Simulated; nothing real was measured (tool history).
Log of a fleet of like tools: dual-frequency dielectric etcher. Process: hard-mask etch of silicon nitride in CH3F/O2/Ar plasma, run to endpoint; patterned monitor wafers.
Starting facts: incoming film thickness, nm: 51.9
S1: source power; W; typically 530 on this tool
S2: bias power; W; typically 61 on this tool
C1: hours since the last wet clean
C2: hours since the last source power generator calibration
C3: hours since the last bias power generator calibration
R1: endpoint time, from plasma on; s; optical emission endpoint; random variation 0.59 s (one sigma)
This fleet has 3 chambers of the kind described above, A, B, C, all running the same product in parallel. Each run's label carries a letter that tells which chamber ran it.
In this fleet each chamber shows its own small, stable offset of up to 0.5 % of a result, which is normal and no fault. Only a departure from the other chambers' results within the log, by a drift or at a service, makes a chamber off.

{"run": "1C", "hour": 7.9, "S1": 530, "S2": 61, "C1": 126, "C2": 271.7, "C3": 2193.4, "R1": 71.139}
{"run": "2A", "hour": 17.2, "S1": 530, "S2": 61, "C1": 386.6, "C2": 177.5, "C3": 3359.6, "R1": 71.026}
{"run": "3B", "hour": 31.8, "S1": 530, "S2": 61, "C1": 259.6, "C2": 2002.6, "C3": 1268.2, "R1": 72.026}
{"run": "4C", "hour": 41.5, "S1": 530, "S2": 61, "C1": 159.6, "C2": 305.3, "C3": 2227, "R1": 70.876}
{"run": "5B", "hour": 56.9, "S1": 530, "S2": 61, "C1": 284.7, "C2": 2027.7, "C3": 1293.3, "R1": 70.31}
{"hour": 57.9, "done": "chamber A: wet clean of the chamber"}
{"run": "6A", "hour": 63.6, "S1": 530, "S2": 61, "C1": 5.8, "C2": 223.9, "C3": 3406, "R1": 70.504}
{"run": "7A", "hour": 73.6, "S1": 530, "S2": 61, "C1": 15.8, "C2": 233.9, "C3": 3416, "R1": 69.995}
{"run": "8C", "hour": 87.6, "S1": 530, "S2": 61, "C1": 205.7, "C2": 351.4, "C3": 2273.1, "R1": 70.424}
{"run": "9B", "hour": 98.7, "S1": 530, "S2": 66, "C1": 326.5, "C2": 2069.5, "C3": 1335.1, "R1": 69.255}
{"run": "10A", "hour": 114.0, "S1": 530, "S2": 66, "C1": 56.2, "C2": 274.3, "C3": 3456.4, "R1": 68.975}
{"run": "11C", "hour": 128.9, "S1": 530, "S2": 66, "C1": 247, "C2": 392.7, "C3": 2314.4, "R1": 69.975}
{"hour": 130.2, "done": "chamber B: wet clean of the chamber"}
{"run": "12B", "hour": 141.0, "S1": 530, "S2": 61, "C1": 10.8, "C2": 2111.8, "C3": 1377.4, "R1": 70.794}
{"run": "13A", "hour": 155.4, "S1": 530, "S2": 61, "C1": 97.6, "C2": 315.7, "C3": 3497.8, "R1": 70.906}
{"run": "14B", "hour": 170.6, "S1": 530, "S2": 61, "C1": 40.4, "C2": 2141.4, "C3": 1407, "R1": 71.962}
{"run": "15C", "hour": 177.6, "S1": 530, "S2": 61, "C1": 295.7, "C2": 441.4, "C3": 2363.1, "R1": 71.683}
{"run": "16B", "hour": 185.9, "S1": 530, "S2": 61, "C1": 55.7, "C2": 2156.7, "C3": 1422.3, "R1": 70.723}
{"run": "17A", "hour": 195.0, "S1": 530, "S2": 61, "C1": 137.2, "C2": 355.3, "C3": 3537.4, "R1": 70.522}
{"run": "18C", "hour": 208.8, "S1": 530, "S2": 61, "C1": 326.9, "C2": 472.6, "C3": 2394.3, "R1": 71.907}
{"run": "19C", "hour": 219.5, "S1": 530, "S2": 52, "C1": 337.6, "C2": 483.3, "C3": 2405, "R1": 75.316}
{"run": "20A", "hour": 233.3, "S1": 530, "S2": 52, "C1": 175.5, "C2": 393.6, "C3": 3575.7, "R1": 74.644}
{"run": "21B", "hour": 240.7, "S1": 530, "S2": 52, "C1": 110.5, "C2": 2211.5, "C3": 1477.1, "R1": 73.917}
{"run": "22C", "hour": 251.0, "S1": 530, "S2": 61, "C1": 369.1, "C2": 514.8, "C3": 2436.5, "R1": 71.584}
{"run": "23B", "hour": 263.8, "S1": 530, "S2": 68, "C1": 133.6, "C2": 2234.6, "C3": 1500.2, "R1": 68.011}
{"run": "24A", "hour": 276.6, "S1": 530, "S2": 68, "C1": 218.8, "C2": 436.9, "C3": 3619, "R1": 68.251}
{"run": "25A", "hour": 290.0, "S1": 530, "S2": 68, "C1": 232.2, "C2": 450.3, "C3": 3632.4, "R1": 68.811}
{"run": "26C", "hour": 303.4, "S1": 530, "S2": 61, "C1": 421.5, "C2": 567.2, "C3": 2488.9, "R1": 70.916}
{"run": "27B", "hour": 312.5, "S1": 530, "S2": 61, "C1": 182.3, "C2": 2283.3, "C3": 1548.9, "R1": 70.679}
{"run": "28C", "hour": 327.4, "S1": 530, "S2": 61, "C1": 445.5, "C2": 591.2, "C3": 2512.9, "R1": 70.681}
{"run": "29A", "hour": 340.3, "S1": 530, "S2": 61, "C1": 282.5, "C2": 500.6, "C3": 3682.7, "R1": 71.333}
{"run": "30B", "hour": 354.7, "S1": 530, "S2": 61, "C1": 224.5, "C2": 2325.5, "C3": 1591.1, "R1": 71.306}
{"run": "31B", "hour": 369.3, "S1": 420, "S2": 51, "C1": 239.1, "C2": 2340.1, "C3": 1605.7, "R1": 82.589}
{"run": "32A", "hour": 383.7, "S1": 420, "S2": 51, "C1": 325.9, "C2": 544, "C3": 3726.1, "R1": 82.38}
{"hour": 386.8, "done": "chamber C: wet clean of the chamber"}
{"run": "33C", "hour": 392.0, "S1": 420, "S2": 51, "C1": 5.2, "C2": 655.8, "C3": 2577.5, "R1": 83.943}
{"run": "34B", "hour": 407.4, "S1": 530, "S2": 61, "C1": 277.2, "C2": 2378.2, "C3": 1643.8, "R1": 70.792}
{"run": "35A", "hour": 418.1, "S1": 530, "S2": 61, "C1": 360.3, "C2": 578.4, "C3": 3760.5, "R1": 71.687}
{"run": "36C", "hour": 429.0, "S1": 530, "S2": 61, "C1": 42.2, "C2": 692.8, "C3": 2614.5, "R1": 71.53}
{"run": "37C", "hour": 444.2, "S1": 530, "S2": 61, "C1": 57.4, "C2": 708, "C3": 2629.7, "R1": 72.465}
{"run": "38B", "hour": 455.7, "S1": 530, "S2": 61, "C1": 325.5, "C2": 2426.5, "C3": 1692.1, "R1": 70.561}
{"hour": 459.3, "done": "chamber A: bias power generator calibrated"}
{"run": "39A", "hour": 468.1, "S1": 530, "S2": 56, "C1": 410.3, "C2": 628.4, "C3": 8.9, "R1": 72.384}
{"run": "40A", "hour": 480.0, "S1": 530, "S2": 56, "C1": 422.2, "C2": 640.3, "C3": 20.8, "R1": 72.125}
{"run": "41B", "hour": 492.7, "S1": 530, "S2": 56, "C1": 362.5, "C2": 2463.5, "C3": 1729.1, "R1": 71.586}
{"run": "42C", "hour": 507.7, "S1": 530, "S2": 61, "C1": 120.9, "C2": 771.5, "C3": 2693.2, "R1": 71.994}

Read the log: is a single chamber off, either drifting away or since a service, is the gauge that measures every chamber drifting, or is nothing wrong beyond small per-chamber offsets? Name any odd chamber and what most likely caused it.

Nothing is wrong: each chamber keeps only its own small, steady offset and the gauge holds still.
